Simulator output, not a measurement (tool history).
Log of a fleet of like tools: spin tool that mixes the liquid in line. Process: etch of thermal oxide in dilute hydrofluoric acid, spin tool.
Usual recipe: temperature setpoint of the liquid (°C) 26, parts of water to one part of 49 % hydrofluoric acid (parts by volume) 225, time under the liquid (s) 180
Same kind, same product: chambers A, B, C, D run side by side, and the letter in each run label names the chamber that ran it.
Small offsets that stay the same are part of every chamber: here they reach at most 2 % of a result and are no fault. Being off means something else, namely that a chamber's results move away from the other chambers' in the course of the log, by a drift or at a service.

run,day,temperature setpoint of the liquid (°C),parts of water to one part of 49 % hydrofluoric acid (parts by volume),time under the liquid (s),"read-back film thickness of the thermal oxide reference wafer, read on the same gauge (nm)",thickness taken off the thermal oxide on a monitor wafer (angstrom)
# day 0.212: chamber B: thermometer replaced
1D,0.504,26,225,180,149.98,33.421
2A,0.929,26,225,180,149.98,32.888
3C,1.504,26,225,180,150.01,34.243
4B,1.875,26,225,180,149.99,33.809
5C,2.204,26,320,180,150.01,22.08
6A,2.829,26,320,180,150.01,21.318
7D,3.312,26,320,180,150.03,20.949
8B,3.758,26,320,180,149.99,21.323
9A,4.175,26,225,180,149.99,33.33
10D,4.483,26,225,180,150.01,33.685
11C,4.829,26,225,180,149.99,33.638
12B,5.271,26,225,180,150.01,34.288
13D,5.838,26,225,180,150.03,33.35
14A,6.179,26,225,180,149.99,32.927
15C,6.842,26,225,180,150.01,34.29
16B,7.196,26,225,180,149.96,33.914
17D,7.8,26,225,180,150.02,34.718
18B,8.183,26,225,245,150,45.677
19C,8.712,26,225,245,149.98,45.996
20A,9.125,26,225,245,150,45.424
21A,9.771,26,225,245,149.98,44.899
22D,10.367,26,225,180,150,34.984
# day 11.05: chamber D: thermometer replaced
23C,11.054,26,225,180,150,33.472
24B,11.475,26,225,180,150.03,33.371
25A,12.079,28,270,180,149.99,28.245
26C,12.45,28,270,180,149.99,29.141
27B,13.075,28,270,180,150.01,28.345
28D,13.392,28,270,180,150,30.349
29B,14.058,26,225,180,150.02,34.128
30A,14.75,26,225,180,149.99,32.678
31C,15.192,26,225,180,150.02,34.091

Next, every chamber runs the same settings. What will each give?
32A,15.688,24.5,225,180,,?
32B,15.688,24.5,225,180,,?
32C,15.688,24.5,225,180,,?
32D,15.688,24.5,225,180,,?

run,thickness taken off the thermal oxide on a monitor wafer (angstrom)
32A,31.341
32B,32.944
32C,32.319
32D,34.157

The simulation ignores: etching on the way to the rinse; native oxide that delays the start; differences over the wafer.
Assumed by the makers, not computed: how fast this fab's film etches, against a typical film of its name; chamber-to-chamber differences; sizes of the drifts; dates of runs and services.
